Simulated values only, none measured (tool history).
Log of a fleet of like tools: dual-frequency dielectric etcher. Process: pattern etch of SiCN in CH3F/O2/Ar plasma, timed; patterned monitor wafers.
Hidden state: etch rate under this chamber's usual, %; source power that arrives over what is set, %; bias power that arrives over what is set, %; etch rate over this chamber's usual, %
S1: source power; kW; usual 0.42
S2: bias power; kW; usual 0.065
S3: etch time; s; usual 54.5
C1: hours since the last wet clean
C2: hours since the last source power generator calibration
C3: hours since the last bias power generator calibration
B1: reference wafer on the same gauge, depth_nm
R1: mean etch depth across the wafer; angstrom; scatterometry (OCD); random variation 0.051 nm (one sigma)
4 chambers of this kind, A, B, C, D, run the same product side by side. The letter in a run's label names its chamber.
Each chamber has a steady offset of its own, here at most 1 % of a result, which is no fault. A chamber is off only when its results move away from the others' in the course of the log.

run,hour,S1,S2,S3,C1,C2,C3,B1,R1
1A,5.7,0.42,0.065,54.5,348.9,2875,307,17.59,200.13
2C,11.3,0.42,0.065,54.5,251.2,1824.7,1331.7,17.595,201.78
3B,19,0.42,0.065,54.5,535.7,1501.5,76.1,17.596,199.04
4D,26,0.42,0.065,54.5,332.7,1044.8,42.6,17.611,200.08
5D,34.8,0.42,0.065,54.5,341.5,1053.6,51.4,17.593,200.41
6B,43.6,0.42,0.065,54.5,560.3,1526.1,100.7,17.597,200.2
7C,53.4,0.42,0.065,54.5,293.3,1866.8,1373.8,17.591,202.05
8A,61.1,0.42,0.065,54.5,404.3,2930.4,362.4,17.6,199.03
9D,68.7,0.42,0.065,54.5,375.4,1087.5,85.3,17.602,200.95
10B,75.8,0.42,0.065,65,592.5,1558.3,132.9,17.606,239.9
# hour 76.3: chamber B: wet clean of the chamber
11C,82,0.42,0.065,65,321.9,1895.4,1402.4,17.603,240.7
# hour 87.4: chamber A: wet clean of the chamber
12A,93.3,0.42,0.065,65,5.9,2962.6,394.6,17.606,233.01
13A,98.8,0.42,0.065,65,11.4,2968.1,400.1,17.612,233.93
14C,108.4,0.42,0.065,54.5,348.3,1921.8,1428.8,17.609,201.73
15D,117.3,0.42,0.065,54.5,424,1136.1,133.9,17.602,199.95
16B,122.8,0.42,0.065,54.5,46.5,1605.3,179.9,17.596,200.41
17C,129.2,0.42,0.065,54.5,369.1,1942.6,1449.6,17.599,201.97
18D,137.8,0.42,0.065,54.5,444.5,1156.6,154.4,17.598,200.02
19A,143.4,0.42,0.065,54.5,56,3012.7,444.7,17.602,195.76
20B,150.3,0.42,0.065,54.5,74,1632.8,207.4,17.6,199.83
21D,158,0.42,0.065,54.5,464.7,1176.8,174.6,17.607,199.02
22C,164.6,0.42,0.065,54.5,404.5,1978,1485,17.597,201.33
# hour 170.5: chamber A: source power generator calibrated
23A,175.6,0.42,0.065,54.5,88.2,5.2,476.9,17.595,196.24
24B,181.3,0.42,0.065,54.5,105,1663.8,238.4,17.605,199.51
25D,192.4,0.42,0.065,54.5,499.1,1211.2,209,17.594,200.91
26A,201.1,0.42,0.065,54.5,113.7,30.7,502.4,17.6,196.01
27B,206.5,0.42,0.065,54.5,130.2,1689,263.6,17.601,199.93

All 4 chambers run these settings next. Forecast each chamber's results:
28A,214.8,0.42,0.065,54.5,,,,,?
28B,214.8,0.42,0.065,54.5,,,,,?
28C,214.8,0.42,0.065,54.5,,,,,?
28D,214.8,0.42,0.065,54.5,,,,,?

run,R1
28A,196.05
28B,199.97
28C,202
28D,200.99
